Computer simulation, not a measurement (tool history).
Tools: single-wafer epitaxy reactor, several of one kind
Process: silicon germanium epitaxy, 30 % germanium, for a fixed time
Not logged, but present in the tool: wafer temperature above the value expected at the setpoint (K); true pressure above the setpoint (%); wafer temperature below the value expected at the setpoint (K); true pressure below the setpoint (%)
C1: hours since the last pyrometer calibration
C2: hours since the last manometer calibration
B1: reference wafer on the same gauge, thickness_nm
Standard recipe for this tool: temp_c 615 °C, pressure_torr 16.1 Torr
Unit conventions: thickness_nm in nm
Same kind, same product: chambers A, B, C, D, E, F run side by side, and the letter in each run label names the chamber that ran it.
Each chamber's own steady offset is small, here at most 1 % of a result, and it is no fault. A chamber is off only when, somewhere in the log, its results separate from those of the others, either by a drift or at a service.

run 1A hour=9.7 | temp_c=615 pressure_torr=16.1 | C1=1105.6 C2=1203.2 | B1=64.902 | thickness_nm=70.994
run 2B hour=22.3 | temp_c=615 pressure_torr=16.1 | C1=880.6 C2=1247.5 | B1=64.921 | thickness_nm=71.181
run 3D hour=33.6 | temp_c=615 pressure_torr=16.1 | C1=692.4 C2=1435.3 | B1=64.924 | thickness_nm=70.292
run 4F hour=46.1 | temp_c=615 pressure_torr=16.1 | C1=1231.6 C2=445.2 | B1=64.939 | thickness_nm=71.034
run 5E hour=53.3 | temp_c=615 pressure_torr=16.1 | C1=1729.5 C2=1361.1 | B1=64.92 | thickness_nm=70.909
run 6C hour=59 | temp_c=615 pressure_torr=16.1 | C1=1554.6 C2=1046.5 | B1=64.947 | thickness_nm=71.061
run 7C hour=64.5 | temp_c=615 pressure_torr=16.1 | C1=1560.1 C2=1052 | B1=64.967 | thickness_nm=70.953
run 8F hour=74.7 | temp_c=615 pressure_torr=16.1 | C1=1260.2 C2=473.8 | B1=64.95 | thickness_nm=71.111
run 9E hour=84.7 | temp_c=615 pressure_torr=16.1 | C1=1760.9 C2=1392.5 | B1=64.957 | thickness_nm=70.94
run 10A hour=96.7 | temp_c=615 pressure_torr=16.1 | C1=1192.6 C2=1290.2 | B1=64.984 | thickness_nm=71.093
-- hour=98.3 chamber F: pyrometer calibrated
run 11D hour=108.9 | temp_c=615 pressure_torr=16.1 | C1=767.7 C2=1510.6 | B1=64.985 | thickness_nm=70.298
run 12B hour=115.2 | temp_c=615 pressure_torr=16.1 | C1=973.5 C2=1340.4 | B1=64.972 | thickness_nm=71.148
run 13C hour=127.3 | temp_c=615 pressure_torr=16.1 | C1=1622.9 C2=1114.8 | B1=65.002 | thickness_nm=71.106
run 14D hour=137.4 | temp_c=615 pressure_torr=16.1 | C1=796.2 C2=1539.1 | B1=64.998 | thickness_nm=70.404
run 15E hour=144.4 | temp_c=615 pressure_torr=16.1 | C1=1820.6 C2=1452.2 | B1=65.013 | thickness_nm=70.913
run 16F hour=156 | temp_c=615 pressure_torr=16.1 | C1=57.8 C2=555.1 | B1=65.018 | thickness_nm=71.095
-- hour=159.5 chamber E: pyrometer calibrated
run 17B hour=162.4 | temp_c=615 pressure_torr=16.1 | C1=1020.7 C2=1387.6 | B1=65.023 | thickness_nm=71.373
run 18A hour=171.8 | temp_c=615 pressure_torr=16.1 | C1=1267.7 C2=1365.3 | B1=65.031 | thickness_nm=71.185
run 19F hour=178.7 | temp_c=615 pressure_torr=16.1 | C1=80.5 C2=577.8 | B1=65.034 | thickness_nm=71.162
run 20E hour=184.9 | temp_c=615 pressure_torr=16.1 | C1=25.4 C2=1492.7 | B1=65.024 | thickness_nm=70.878
run 21D hour=193.9 | temp_c=615 pressure_torr=16.1 | C1=852.7 C2=1595.6 | B1=65.034 | thickness_nm=70.288
run 22A hour=203.1 | temp_c=615 pressure_torr=16.1 | C1=1299 C2=1396.6 | B1=65.061 | thickness_nm=71.28
run 23C hour=208.5 | temp_c=615 pressure_torr=16.1 | C1=1704.1 C2=1196 | B1=65.04 | thickness_nm=71.131
run 24B hour=218.1 | temp_c=615 pressure_torr=16.1 | C1=1076.4 C2=1443.3 | B1=65.046 | thickness_nm=71.37
run 25D hour=224.2 | temp_c=615 pressure_torr=16.1 | C1=883 C2=1625.9 | B1=65.054 | thickness_nm=70.443
run 26E hour=234.7 | temp_c=615 pressure_torr=16.1 | C1=75.2 C2=1542.5 | B1=65.076 | thickness_nm=70.927
-- hour=243.1 chamber C: capacitance manometer re-zeroed and calibrated
run 27A hour=244.3 | temp_c=615 pressure_torr=16.1 | C1=1340.2 C2=1437.8 | B1=65.09 | thickness_nm=71.176
run 28F hour=256.8 | temp_c=615 pressure_torr=16.1 | C1=158.6 C2=655.9 | B1=65.077 | thickness_nm=71.303
run 29B hour=267.8 | temp_c=615 pressure_torr=16.1 | C1=1126.1 C2=1493 | B1=65.11 | thickness_nm=71.466
run 30C hour=276.8 | temp_c=615 pressure_torr=16.1 | C1=1772.4 C2=33.7 | B1=65.125 | thickness_nm=71.141
run 31A hour=285 | temp_c=615 pressure_torr=16.1 | C1=1380.9 C2=1478.5 | B1=65.104 | thickness_nm=71.32
run 32F hour=297.4 | temp_c=615 pressure_torr=16.1 | C1=199.2 C2=696.5 | B1=65.116 | thickness_nm=71.129
run 33E hour=304.5 | temp_c=609 pressure_torr=19.6 | C1=145 C2=1612.3 | B1=65.11 | thickness_nm=69.007
run 34D hour=311.6 | temp_c=609 pressure_torr=19.6 | C1=970.4 C2=1713.3 | B1=65.13 | thickness_nm=68.739
run 35C hour=318 | temp_c=609 pressure_torr=19.6 | C1=1813.6 C2=74.9 | B1=65.145 | thickness_nm=69.309
run 36B hour=326.4 | temp_c=609 pressure_torr=19.6 | C1=1184.7 C2=1551.6 | B1=65.144 | thickness_nm=69.502
run 37F hour=338.1 | temp_c=609 pressure_torr=19.6 | C1=239.9 C2=737.2 | B1=65.148 | thickness_nm=69.337
run 38E hour=347.9 | temp_c=609 pressure_torr=19.6 | C1=188.4 C2=1655.7 | B1=65.151 | thickness_nm=68.84
run 39D hour=360.3 | temp_c=615 pressure_torr=16.1 | C1=1019.1 C2=1762 | B1=65.167 | thickness_nm=70.553
run 40A hour=370 | temp_c=626 pressure_torr=13.9 | C1=1465.9 C2=1563.5 | B1=65.172 | thickness_nm=81.245
run 41B hour=380.3 | temp_c=626 pressure_torr=13.9 | C1=1238.6 C2=1605.5 | B1=65.183 | thickness_nm=81.801
run 42C hour=386.4 | temp_c=626 pressure_torr=13.9 | C1=1882 C2=143.3 | B1=65.197 | thickness_nm=81.588

Each of the 6 chambers runs these same settings next. Fill in every chamber's results:
run 43A hour=395.4 | temp_c=615 pressure_torr=16.1 | thickness_nm=?
run 43B hour=395.4 | temp_c=615 pressure_torr=16.1 | thickness_nm=?
run 43C hour=395.4 | temp_c=615 pressure_torr=16.1 | thickness_nm=?
run 43D hour=395.4 | temp_c=615 pressure_torr=16.1 | thickness_nm=?
run 43E hour=395.4 | temp_c=615 pressure_torr=16.1 | thickness_nm=?
run 43F hour=395.4 | temp_c=615 pressure_torr=16.1 | thickness_nm=?

run=43A thickness_nm=71.378
run=43B thickness_nm=71.373
run=43C thickness_nm=71.262
run=43D thickness_nm=70.787
run=43E thickness_nm=71.176
run=43F thickness_nm=71.214
